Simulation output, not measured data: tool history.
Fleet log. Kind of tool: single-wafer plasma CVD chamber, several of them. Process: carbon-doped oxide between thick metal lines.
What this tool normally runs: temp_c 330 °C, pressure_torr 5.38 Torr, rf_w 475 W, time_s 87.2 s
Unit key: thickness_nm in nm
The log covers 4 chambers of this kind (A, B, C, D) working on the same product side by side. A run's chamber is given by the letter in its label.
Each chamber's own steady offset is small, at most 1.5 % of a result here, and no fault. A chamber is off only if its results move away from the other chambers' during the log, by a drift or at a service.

run	hour	temp_c	pressure_torr	rf_w	time_s	read-back reference wafer on the same gauge, thickness_nm	thickness_nm
1C	7.7	330	5.38	475	87.2	514.92	457.79
2D	20.5	330	5.38	475	87.2	515.01	452.6
3A	27.6	330	5.38	475	87.2	513.98	449.12
4B	40.1	330	5.38	475	87.2	514.8	455.34
5D	52.5	330	5.38	475	87.2	515.07	450.73
6A	59.7	330	5.38	475	87.2	514.7	449.99
7C	68.8	330	5.38	475	87.2	514.73	457.96
8B	76.3	330	5.38	475	87.2	515.43	457.46
9B	84.9	330	5.38	475	87.2	514.95	451.46
10D	91.1	330	5.38	475	87.2	514.71	454.24
# hour 97.7: chamber A: thermocouple changed; heater temperature recalibrated
11C	98.9	330	5.38	475	87.2	514.83	455.14
12A	107.3	317	5.38	475	76.8	514.47	415.04
13C	116.5	317	5.38	475	76.8	514.62	420.2
14B	123.1	317	5.38	475	76.8	514.58	423.71
# hour 123.9: chamber C: RF generator calibrated
15D	129.9	317	5.38	475	76.8	514.69	415.11
16A	137.4	330	5.38	475	87.2	515.23	450.01
17D	144.6	330	5.38	475	87.2	514.33	455.88
18A	157.7	330	5.38	475	87.2	514.61	452.25
19B	166.7	330	5.38	475	87.2	515.03	450.93
20C	174.3	330	5.38	475	87.2	514.79	457.67
21C	183.5	330	5.38	475	87.2	514.11	457.31
22B	194.6	330	5.38	475	87.2	514.81	446.8
23A	204.5	330	5.38	475	87.2	514.6	449.15
24D	212.2	339	5.38	475	87.2	515.09	442.18
25D	224.4	339	5.38	475	87.2	514.47	440.42
26A	238.3	339	5.38	475	87.2	514.34	442.18
27C	245.7	339	5.38	475	87.2	515.1	444.62
28B	256.6	330	6.32	475	87.2	515.51	451.98
29C	264.4	330	6.32	475	87.2	514.97	462.83
30D	274.7	330	6.32	475	87.2	515.27	460.38
31B	282.2	330	6.32	475	87.2	514.74	444.55
32A	296	330	5.38	475	87.2	514.58	451.53

Next, all 4 chambers run the settings below, one line each with question marks for the results. What does each chamber give?
33A	306.2	330	5.38	475	87.2		?
33B	306.2	330	5.38	475	87.2		?
33C	306.2	330	5.38	475	87.2		?
33D	306.2	330	5.38	475	87.2		?

run	thickness_nm
33A	450.64
33B	432.89
33C	458.12
33D	451.01

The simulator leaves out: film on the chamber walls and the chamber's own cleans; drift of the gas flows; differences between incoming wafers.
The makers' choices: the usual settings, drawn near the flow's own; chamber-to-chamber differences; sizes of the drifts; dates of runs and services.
